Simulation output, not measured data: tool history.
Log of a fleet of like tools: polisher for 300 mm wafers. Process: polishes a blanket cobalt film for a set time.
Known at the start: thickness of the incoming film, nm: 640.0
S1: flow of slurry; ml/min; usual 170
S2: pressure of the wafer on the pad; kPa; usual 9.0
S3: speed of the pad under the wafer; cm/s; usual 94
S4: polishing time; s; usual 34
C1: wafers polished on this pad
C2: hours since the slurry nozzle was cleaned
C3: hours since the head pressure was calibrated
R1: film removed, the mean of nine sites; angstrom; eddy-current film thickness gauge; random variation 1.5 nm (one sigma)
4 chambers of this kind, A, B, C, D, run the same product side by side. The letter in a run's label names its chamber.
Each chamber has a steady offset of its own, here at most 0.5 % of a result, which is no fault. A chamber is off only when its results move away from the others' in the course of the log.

{"hour": 11.1, "done": "chamber A: slurry nozzle cleaned"}
{"run": "1B", "hour": 14.0, "S1": 170, "S2": 9.0, "S3": 94, "S4": 34, "C1": 1110, "C2": 335.8, "C3": 283.1, "R1": 1237.0}
{"hour": 17.1, "done": "chamber D: slurry nozzle cleaned"}
{"run": "2C", "hour": 23.7, "S1": 170, "S2": 9.0, "S3": 94, "S4": 34, "C1": 1062, "C2": 36.4, "C3": 243.1, "R1": 1241.3}
{"hour": 26.7, "done": "chamber D: worn pad replaced by a new one"}
{"hour": 34.5, "done": "chamber B: worn pad replaced by a new one"}
{"run": "3D", "hour": 37.3, "S1": 170, "S2": 9.0, "S3": 94, "S4": 34, "C1": 132, "C2": 20.3, "C3": 849.7, "R1": 1248.1}
{"run": "4A", "hour": 45.4, "S1": 170, "S2": 9.0, "S3": 94, "S4": 34, "C1": 841, "C2": 34.3, "C3": 580.6, "R1": 1233.3}
{"hour": 47.1, "done": "chamber C: worn pad replaced by a new one"}
{"hour": 53.2, "done": "chamber A: worn pad replaced by a new one"}
{"hour": 54.1, "done": "chamber D: head pressure recalibrated"}
{"run": "5C", "hour": 59.6, "S1": 170, "S2": 9.0, "S3": 94, "S4": 34, "C1": 156, "C2": 72.3, "C3": 279.0, "R1": 1254.8}
{"run": "6B", "hour": 67.6, "S1": 170, "S2": 9.0, "S3": 94, "S4": 34, "C1": 412, "C2": 389.4, "C3": 336.7, "R1": 1230.4}
{"run": "7D", "hour": 81.7, "S1": 225, "S2": 11.0, "S3": 94, "S4": 34, "C1": 685, "C2": 64.7, "C3": 27.6, "R1": 1580.7}
{"run": "8A", "hour": 94.4, "S1": 225, "S2": 11.0, "S3": 94, "S4": 34, "C1": 514, "C2": 83.3, "C3": 629.6, "R1": 1649.2}
{"hour": 100.2, "done": "chamber D: worn pad replaced by a new one"}
{"run": "9B", "hour": 102.4, "S1": 225, "S2": 11.0, "S3": 94, "S4": 34, "C1": 846, "C2": 424.2, "C3": 371.5, "R1": 1595.3}
{"run": "10D", "hour": 110.0, "S1": 225, "S2": 11.0, "S3": 94, "S4": 34, "C1": 122, "C2": 93.0, "C3": 55.9, "R1": 1596.7}
{"run": "11A", "hour": 117.4, "S1": 170, "S2": 9.0, "S3": 94, "S4": 34, "C1": 801, "C2": 106.3, "C3": 652.6, "R1": 1261.3}
{"run": "12C", "hour": 125.5, "S1": 170, "S2": 9.0, "S3": 94, "S4": 34, "C1": 977, "C2": 138.2, "C3": 344.9, "R1": 1255.6}
{"run": "13D", "hour": 131.9, "S1": 170, "S2": 9.0, "S3": 94, "S4": 34, "C1": 395, "C2": 114.9, "C3": 77.8, "R1": 1243.7}
{"hour": 139.5, "done": "chamber B: worn pad replaced by a new one"}
{"hour": 142.4, "done": "chamber A: worn pad replaced by a new one"}
{"run": "14C", "hour": 143.5, "S1": 170, "S2": 9.0, "S3": 94, "S4": 34, "C1": 1201, "C2": 156.2, "C3": 362.9, "R1": 1222.6}
{"hour": 154.8, "done": "chamber C: worn pad replaced by a new one"}
{"run": "15B", "hour": 156.5, "S1": 170, "S2": 9.0, "S3": 94, "S4": 34, "C1": 212, "C2": 478.3, "C3": 425.6, "R1": 1250.0}
{"run": "16A", "hour": 163.5, "S1": 170, "S2": 9.0, "S3": 94, "S4": 34, "C1": 263, "C2": 152.4, "C3": 698.7, "R1": 1243.6}
{"hour": 172.1, "done": "chamber D: worn pad replaced by a new one"}
{"run": "17D", "hour": 176.6, "S1": 170, "S2": 9.0, "S3": 94, "S4": 34, "C1": 57, "C2": 159.6, "C3": 122.5, "R1": 1257.1}
{"run": "18C", "hour": 188.4, "S1": 170, "S2": 9.0, "S3": 94, "S4": 34, "C1": 419, "C2": 201.1, "C3": 407.8, "R1": 1245.6}
{"run": "19B", "hour": 195.4, "S1": 170, "S2": 9.0, "S3": 94, "S4": 34, "C1": 697, "C2": 517.2, "C3": 464.5, "R1": 1253.9}
{"run": "20A", "hour": 206.4, "S1": 170, "S2": 9.0, "S3": 94, "S4": 34, "C1": 798, "C2": 195.3, "C3": 741.6, "R1": 1256.3}
{"run": "21A", "hour": 220.1, "S1": 170, "S2": 9.0, "S3": 94, "S4": 34, "C1": 969, "C2": 209.0, "C3": 755.3, "R1": 1261.4}
{"run": "22D", "hour": 233.6, "S1": 170, "S2": 9.0, "S3": 94, "S4": 34, "C1": 767, "C2": 216.6, "C3": 179.5, "R1": 1264.7}
{"hour": 234.7, "done": "chamber A: worn pad replaced by a new one"}
{"hour": 236.4, "done": "chamber B: worn pad replaced by a new one"}
{"run": "23C", "hour": 246.2, "S1": 170, "S2": 9.0, "S3": 94, "S4": 34, "C1": 1139, "C2": 258.9, "C3": 465.6, "R1": 1194.8}
{"hour": 251.8, "done": "chamber D: worn pad replaced by a new one"}
{"run": "24B", "hour": 260.0, "S1": 170, "S2": 9.0, "S3": 94, "S4": 34, "C1": 294, "C2": 581.8, "C3": 529.1, "R1": 1229.9}
{"run": "25C", "hour": 267.7, "S1": 170, "S2": 9.0, "S3": 94, "S4": 34, "C1": 1407, "C2": 280.4, "C3": 487.1, "R1": 1237.0}
{"run": "26D", "hour": 278.3, "S1": 170, "S2": 9.0, "S3": 94, "S4": 34, "C1": 330, "C2": 261.3, "C3": 224.2, "R1": 1229.6}
{"hour": 281.6, "done": "chamber C: worn pad replaced by a new one"}
{"run": "27A", "hour": 286.0, "S1": 170, "S2": 9.0, "S3": 94, "S4": 34, "C1": 640, "C2": 274.9, "C3": 821.2, "R1": 1223.9}
{"run": "28B", "hour": 295.1, "S1": 170, "S2": 9.0, "S3": 94, "S4": 34, "C1": 731, "C2": 616.9, "C3": 564.2, "R1": 1239.3}
{"run": "29D", "hour": 305.1, "S1": 170, "S2": 9.0, "S3": 66, "S4": 34, "C1": 664, "C2": 288.1, "C3": 251.0, "R1": 885.3}
{"hour": 310.6, "done": "chamber A: worn pad replaced by a new one"}
{"hour": 311.0, "done": "chamber B: slurry nozzle cleaned"}
{"run": "30B", "hour": 313.1, "S1": 170, "S2": 9.0, "S3": 66, "S4": 34, "C1": 956, "C2": 2.1, "C3": 582.2, "R1": 883.35}
{"run": "31A", "hour": 321.2, "S1": 170, "S2": 9.0, "S3": 66, "S4": 34, "C1": 132, "C2": 310.1, "C3": 856.4, "R1": 857.05}
{"hour": 322.1, "done": "chamber B: worn pad replaced by a new one"}
{"hour": 324.6, "done": "chamber A: head pressure recalibrated"}
{"hour": 330.5, "done": "chamber D: worn pad replaced by a new one"}
{"run": "32C", "hour": 332.3, "S1": 170, "S2": 9.0, "S3": 66, "S4": 34, "C1": 632, "C2": 345.0, "C3": 551.7, "R1": 869.8}
{"run": "33C", "hour": 344.7, "S1": 170, "S2": 9.0, "S3": 94, "S4": 34, "C1": 786, "C2": 357.4, "C3": 564.1, "R1": 1221.0}
{"run": "34A", "hour": 352.7, "S1": 170, "S2": 9.0, "S3": 94, "S4": 34, "C1": 525, "C2": 341.6, "C3": 28.1, "R1": 1227.2}
{"run": "35B", "hour": 365.3, "S1": 170, "S2": 9.0, "S3": 94, "S4": 34, "C1": 539, "C2": 54.3, "C3": 634.4, "R1": 1223.1}
{"run": "36D", "hour": 375.6, "S1": 170, "S2": 9.0, "S3": 94, "S4": 34, "C1": 562, "C2": 358.6, "C3": 321.5, "R1": 1263.8}
{"run": "37B", "hour": 382.2, "S1": 170, "S2": 9.0, "S3": 72, "S4": 34, "C1": 750, "C2": 71.2, "C3": 651.3, "R1": 952.6}
{"run": "38C", "hour": 392.5, "S1": 170, "S2": 9.0, "S3": 72, "S4": 34, "C1": 1382, "C2": 405.2, "C3": 611.9, "R1": 935.98}
{"hour": 405.1, "done": "chamber D: worn pad replaced by a new one"}
{"hour": 406.4, "done": "chamber A: worn pad replaced by a new one"}
{"run": "39A", "hour": 406.8, "S1": 170, "S2": 9.0, "S3": 72, "S4": 34, "C1": 5, "C2": 395.7, "C3": 82.2, "R1": 933.02}
{"run": "40D", "hour": 416.7, "S1": 170, "S2": 9.0, "S3": 72, "S4": 34, "C1": 144, "C2": 399.7, "C3": 362.6, "R1": 958.76}

All 4 chambers run these settings next. Forecast each chamber's results:
{"run": "41A", "hour": 427.2, "S1": 115, "S2": 9.0, "S3": 94, "S4": 34, "R1": "?"}
{"run": "41B", "hour": 427.2, "S1": 115, "S2": 9.0, "S3": 94, "S4": 34, "R1": "?"}
{"run": "41C", "hour": 427.2, "S1": 115, "S2": 9.0, "S3": 94, "S4": 34, "R1": "?"}
{"run": "41D", "hour": 427.2, "S1": 115, "S2": 9.0, "S3": 94, "S4": 34, "R1": "?"}

run=41A R1=1151.00
run=41B R1=1160.30
run=41C R1=1142.90
run=41D R1=1142.80

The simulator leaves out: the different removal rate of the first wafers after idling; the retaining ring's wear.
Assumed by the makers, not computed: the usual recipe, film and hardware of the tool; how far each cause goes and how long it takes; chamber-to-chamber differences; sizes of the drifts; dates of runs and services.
